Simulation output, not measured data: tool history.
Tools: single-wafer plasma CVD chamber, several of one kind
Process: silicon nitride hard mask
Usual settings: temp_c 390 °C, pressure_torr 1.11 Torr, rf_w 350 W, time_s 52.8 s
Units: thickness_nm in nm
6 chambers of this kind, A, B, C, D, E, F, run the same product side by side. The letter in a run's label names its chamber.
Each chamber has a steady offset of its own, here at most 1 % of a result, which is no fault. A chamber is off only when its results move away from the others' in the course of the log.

run,hour,temp_c,pressure_torr,rf_w,time_s,hours since the last thermocouple change,hours since the last RF generator calibration,hours since the last manometer calibration,"read-back reference wafer on the same gauge, thickness_nm",thickness_nm
1F,6.8,390,1.11,350,52.8,332.1,723.1,911.5,64.529,60.135
2E,14.1,390,1.11,350,52.8,352.9,751.5,991.9,64.406,59.649
3C,20.9,390,1.11,350,52.8,1655.6,913.6,1590.4,64.494,60.024
4D,27.3,390,1.11,350,52.8,545.3,506.8,648.6,64.482,59.867
# hour 29.8: chamber E: RF generator calibrated
5A,35.9,390,1.11,350,52.8,1069.5,85.5,1021.9,64.488,59.786
6B,42.9,390,1.11,350,52.8,77.8,418.9,1317.2,64.554,60.364
7B,48.1,390,1.11,305,52.8,83.0,424.1,1322.4,64.473,55.063
8E,54.9,390,1.11,305,52.8,393.7,25.2,1032.7,64.543,55.106
9F,64.3,390,1.11,305,52.8,389.6,780.6,969.0,64.537,54.720
10C,75.1,390,1.11,305,52.8,1709.8,967.8,1644.6,64.510,55.044
11D,84.0,390,1.11,305,52.8,602.0,563.5,705.3,64.515,55.219
12A,94.0,390,1.11,305,52.8,1127.6,143.6,1080.0,64.419,54.536
13D,99.4,390,1.11,350,52.8,617.4,578.9,720.7,64.460,60.197
14F,109.9,390,1.11,350,52.8,435.2,826.2,1014.6,64.508,59.923
15C,119.7,390,1.11,350,52.8,1754.4,1012.4,1689.2,64.486,59.605
16A,128.1,390,1.11,350,52.8,1161.7,177.7,1114.1,64.533,59.355
17E,137.4,378,1.11,350,52.8,476.2,107.7,1115.2,64.530,60.541
18B,147.4,378,1.11,350,52.8,182.3,523.4,1421.7,64.499,60.627
19C,153.9,378,1.11,350,52.8,1788.6,1046.6,1723.4,64.404,60.373
20D,164.7,378,1.11,350,52.8,682.7,644.2,786.0,64.526,60.346
21B,173.2,378,1.11,350,52.8,208.1,549.2,1447.5,64.490,60.334
22E,183.5,378,1.11,350,52.8,522.3,153.8,1161.3,64.472,59.852
23A,191.7,390,1.11,350,52.8,1225.3,241.3,1177.7,64.505,59.419
24F,202.5,390,1.11,350,52.8,527.8,918.8,1107.2,64.548,59.745
25A,209.7,390,1.11,350,52.8,1243.3,259.3,1195.7,64.523,59.569
26B,216.5,390,1.11,350,52.8,251.4,592.5,1490.8,64.501,60.225
27E,226.1,390,1.11,350,52.8,564.9,196.4,1203.9,64.465,60.058
28F,236.1,390,1.11,350,52.8,561.4,952.4,1140.8,64.517,59.703
29C,247.0,390,1.11,350,52.8,1881.7,1139.7,1816.5,64.523,59.937
# hour 256.3: chamber B: capacitance manometer re-zeroed and calibrated
30D,257.1,390,1.11,350,52.8,775.1,736.6,878.4,64.540,59.595
31A,262.0,390,1.11,350,52.8,1295.6,311.6,1248.0,64.498,59.930
32F,268.2,390,1.11,350,52.8,593.5,984.5,1172.9,64.475,60.250
33D,275.6,390,1.11,350,52.8,793.6,755.1,896.9,64.429,59.809
34E,280.7,390,1.11,350,52.8,619.5,251.0,1258.5,64.483,59.990
35C,287.6,390,1.11,350,52.8,1922.3,1180.3,1857.1,64.507,60.026
36B,293.1,390,1.11,350,52.8,328.0,669.1,36.9,64.442,60.913
37D,303.1,390,0.97,350,45.1,821.1,782.6,924.4,64.503,49.082
38C,310.5,390,0.97,350,45.1,1945.2,1203.2,1880.0,64.523,49.075
39E,319.2,390,0.97,350,45.1,658.0,289.5,1297.0,64.506,49.145
40A,327.2,390,0.97,350,45.1,1360.8,376.8,1313.2,64.455,48.864
41F,338.0,390,0.97,350,45.1,663.3,1054.3,1242.7,64.520,49.271
42B,342.9,390,0.97,350,45.1,377.8,718.9,86.7,64.494,49.425
43A,351.8,390,0.98,350,58.0,1385.4,401.4,1337.8,64.494,63.207

What goes on in this fleet: one chamber off, a drifting gauge, or nothing beyond the chambers' own small offsets? Name the chamber and the cause, if any.

No chamber stands off beyond its own small offset, and the gauge holds steady.
